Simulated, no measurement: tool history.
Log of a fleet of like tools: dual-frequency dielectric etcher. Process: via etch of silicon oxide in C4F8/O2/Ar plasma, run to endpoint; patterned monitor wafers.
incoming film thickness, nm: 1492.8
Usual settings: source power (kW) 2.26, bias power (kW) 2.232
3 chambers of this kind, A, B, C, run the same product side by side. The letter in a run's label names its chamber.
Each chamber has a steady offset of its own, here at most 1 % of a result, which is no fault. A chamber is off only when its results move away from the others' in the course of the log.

Run 1C, day 0.15: usual settings. Result: endpoint time (s) 272.93.
Run 2B, day 0.329: usual settings. Result: endpoint time (s) 272.18.
Run 3A, day 0.596: usual settings. Result: endpoint time (s) 271.65.
Run 4A, day 0.812: usual settings. Result: endpoint time (s) 271.24.
Run 5B, day 0.967: usual settings. Result: endpoint time (s) 270.78.
Run 6C, day 1.25: usual settings. Result: endpoint time (s) 274.89.
Run 7C, day 1.512: usual settings. Result: endpoint time (s) 276.18.
Run 8B, day 1.771: usual settings. Result: endpoint time (s) 271.57.
Run 9A, day 2.042: usual settings. Result: endpoint time (s) 272.48.
Run 10A, day 2.196: usual settings. Result: endpoint time (s) 270.08.
Run 11C, day 2.35: usual settings. Result: endpoint time (s) 272.59.
Run 12B, day 2.517: usual settings. Result: endpoint time (s) 272.79.
Run 13A, day 2.662: usual settings. Result: endpoint time (s) 271.94.
Run 14B, day 2.871: usual settings. Result: endpoint time (s) 270.46.
Run 15C, day 3.088: usual settings but source power (kW) 2.44, bias power (kW) 1.853. Result: endpoint time (s) 281.08.
Run 16A, day 3.233: usual settings but source power (kW) 2.44, bias power (kW) 1.853. Result: endpoint time (s) 279.52.
Run 17C, day 3.375: usual settings but source power (kW) 2.44, bias power (kW) 1.853. Result: endpoint time (s) 280.34.
Run 18B, day 3.546: usual settings. Result: endpoint time (s) 272.55.
Run 19A, day 3.696: usual settings. Result: endpoint time (s) 272.2.
Run 20B, day 3.979: usual settings. Result: endpoint time (s) 271.42.
Run 21C, day 4.238: usual settings. Result: endpoint time (s) 275.23.
At day 4.333: chamber A: wet clean of the chamber.
Run 22C, day 4.4: usual settings. Result: endpoint time (s) 276.51.
Run 23B, day 4.679: usual settings. Result: endpoint time (s) 274.14.
Run 24A, day 4.829: usual settings. Result: endpoint time (s) 264.73.
Run 25A, day 5.092: usual settings. Result: endpoint time (s) 266.35.
Run 26C, day 5.321: usual settings. Result: endpoint time (s) 275.88.
Run 27B, day 5.612: usual settings. Result: endpoint time (s) 273.12.
Run 28A, day 5.858: usual settings. Result: endpoint time (s) 263.59.
Run 29C, day 6.092: usual settings. Result: endpoint time (s) 273.49.
Run 30B, day 6.325: usual settings. Result: endpoint time (s) 273.98.
Run 31B, day 6.567: usual settings. Result: endpoint time (s) 271.42.
Run 32C, day 6.712: usual settings. Result: endpoint time (s) 276.04.
Run 33A, day 6.842: usual settings. Result: endpoint time (s) 265.71.
Run 34C, day 7.029: usual settings. Result: endpoint time (s) 274.76.
Run 35A, day 7.25: usual settings. Result: endpoint time (s) 265.04.
Run 36B, day 7.458: usual settings. Result: endpoint time (s) 273.67.

Is one chamber off against the others, does the gauge drift, or is nothing wrong? If a chamber is off, say which, and what the likeliest cause is.

A service left chamber A off against the others.
Cause: etch rate over this chamber's usual, % = 2.77.

Here are 4 candidates for chamber A's next run, each the usual settings with a change, their results left as question marks. Which one brings its results back in line with what the others give on the usual settings?
In line means no further than this from the other chambers' mean on the usual settings: endpoint time (s) 3.8
Run 37A-1, day 7.667: usual settings but source power (kW) 2.59. Result: endpoint time (s) ?.
Run 37A-2, day 7.667: usual settings but bias power (kW) 1.962. Result: endpoint time (s) ?.
Run 37A-3, day 7.667: usual settings but bias power (kW) 1.767. Result: endpoint time (s) ?.
Run 37A-4, day 7.667: usual settings but source power (kW) 2.45. Result: endpoint time (s) ?.

The other chambers' mean on the usual settings: endpoint time (s) 273.5
  run  endpoint time (s)
37A-1             250.71
37A-2             274.72
37A-3             282.72
37A-4             256.41
37A-2 brings the chamber back in line.

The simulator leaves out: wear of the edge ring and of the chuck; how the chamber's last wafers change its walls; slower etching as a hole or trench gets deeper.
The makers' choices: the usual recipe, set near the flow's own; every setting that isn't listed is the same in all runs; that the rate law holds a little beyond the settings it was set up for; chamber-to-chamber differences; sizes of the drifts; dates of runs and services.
